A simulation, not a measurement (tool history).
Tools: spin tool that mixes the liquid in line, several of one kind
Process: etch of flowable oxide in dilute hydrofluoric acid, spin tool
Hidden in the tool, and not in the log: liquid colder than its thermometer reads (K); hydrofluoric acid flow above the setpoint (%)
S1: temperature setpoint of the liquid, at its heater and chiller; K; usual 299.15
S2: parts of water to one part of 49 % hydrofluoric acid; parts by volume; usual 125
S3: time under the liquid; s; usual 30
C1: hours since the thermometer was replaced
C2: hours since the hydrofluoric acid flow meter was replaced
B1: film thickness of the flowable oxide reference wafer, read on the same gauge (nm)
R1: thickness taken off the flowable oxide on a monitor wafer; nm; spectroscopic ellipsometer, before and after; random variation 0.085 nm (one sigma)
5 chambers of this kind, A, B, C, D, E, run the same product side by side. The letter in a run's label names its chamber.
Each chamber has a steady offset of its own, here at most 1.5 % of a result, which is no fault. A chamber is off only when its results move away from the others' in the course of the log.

run,hour,S1,S2,S3,C1,C2,B1,R1
1D,5.8,299.15,125,30,1901.2,865.9,59.980,11.827
2C,10.1,299.15,125,30,1438.0,362.1,60.012,11.764
3A,14.9,299.15,125,30,1186.1,896.0,60.024,12.051
4E,20.0,299.15,125,30,1010.7,1349.0,59.979,11.899
5B,23.0,299.15,125,30,1354.2,303.3,60.008,12.135
6B,26.9,299.15,105,30,1358.1,307.2,60.029,14.809
7E,31.5,299.15,105,30,1022.2,1360.5,59.998,14.290
8C,36.0,299.15,105,30,1463.9,388.0,59.998,14.721
9D,39.3,299.15,105,30,1934.7,899.4,59.987,14.404
10A,43.7,299.15,105,30,1214.9,924.8,60.008,14.500
11A,47.0,296.65,100,30,1218.2,928.1,59.973,13.788
12E,53.0,296.65,100,30,1043.7,1382.0,60.003,13.836
13D,58.9,296.65,100,30,1954.3,919.0,60.000,13.905
14B,64.7,296.65,100,30,1395.9,345.0,59.999,14.221
15C,67.5,296.65,100,30,1495.4,419.5,60.013,13.779
16C,70.8,299.15,125,30,1498.7,422.8,59.989,11.873
17E,73.7,299.15,125,30,1064.4,1402.7,59.979,12.175
18A,78.5,299.15,155,45,1249.7,959.6,59.966,13.839
19D,82.2,299.15,155,45,1977.6,942.3,60.001,13.792
20B,85.7,299.15,155,45,1416.9,366.0,60.008,14.231
21E,89.2,299.15,155,45,1079.9,1418.2,60.016,14.370
22D,93.0,299.15,155,45,1988.4,953.1,60.017,13.834
23C,97.9,299.15,125,30,1525.8,449.9,60.017,11.736
# hour 102.5: chamber B: hydrofluoric acid flow meter replaced
24B,102.5,299.15,125,30,1433.7,0.1,59.982,11.842
25A,107.1,299.15,125,30,1278.3,988.2,59.987,11.961
26D,110.7,299.15,125,30,2006.1,970.8,59.984,11.806
27C,116.5,299.15,125,30,1544.4,468.5,59.960,11.855
28E,121.1,299.15,125,30,1111.8,1450.1,59.996,12.500
29A,125.1,299.15,125,30,1296.3,1006.2,60.007,12.071
30B,129.4,299.15,80,45,1460.6,27.0,59.986,29.345
31E,135.4,299.15,80,45,1126.1,1464.4,59.994,31.166
# hour 140.0: chamber A: hydrofluoric acid flow meter replaced
32A,141.0,299.15,80,45,1312.2,1.1,59.993,29.400
33C,147.1,299.15,80,45,1575.0,499.1,60.035,29.615
34D,151.6,299.15,80,45,2047.0,1011.7,59.979,29.785
35B,155.2,299.15,125,30,1486.4,52.8,60.012,12.065

All 5 chambers run these settings next. Forecast each chamber's results:
36A,159.7,299.15,125,30,,,,?
36B,159.7,299.15,125,30,,,,?
36C,159.7,299.15,125,30,,,,?
36D,159.7,299.15,125,30,,,,?
36E,159.7,299.15,125,30,,,,?

run,R1
36A,12.058
36B,12.008
36C,11.755
36D,11.667
36E,12.964
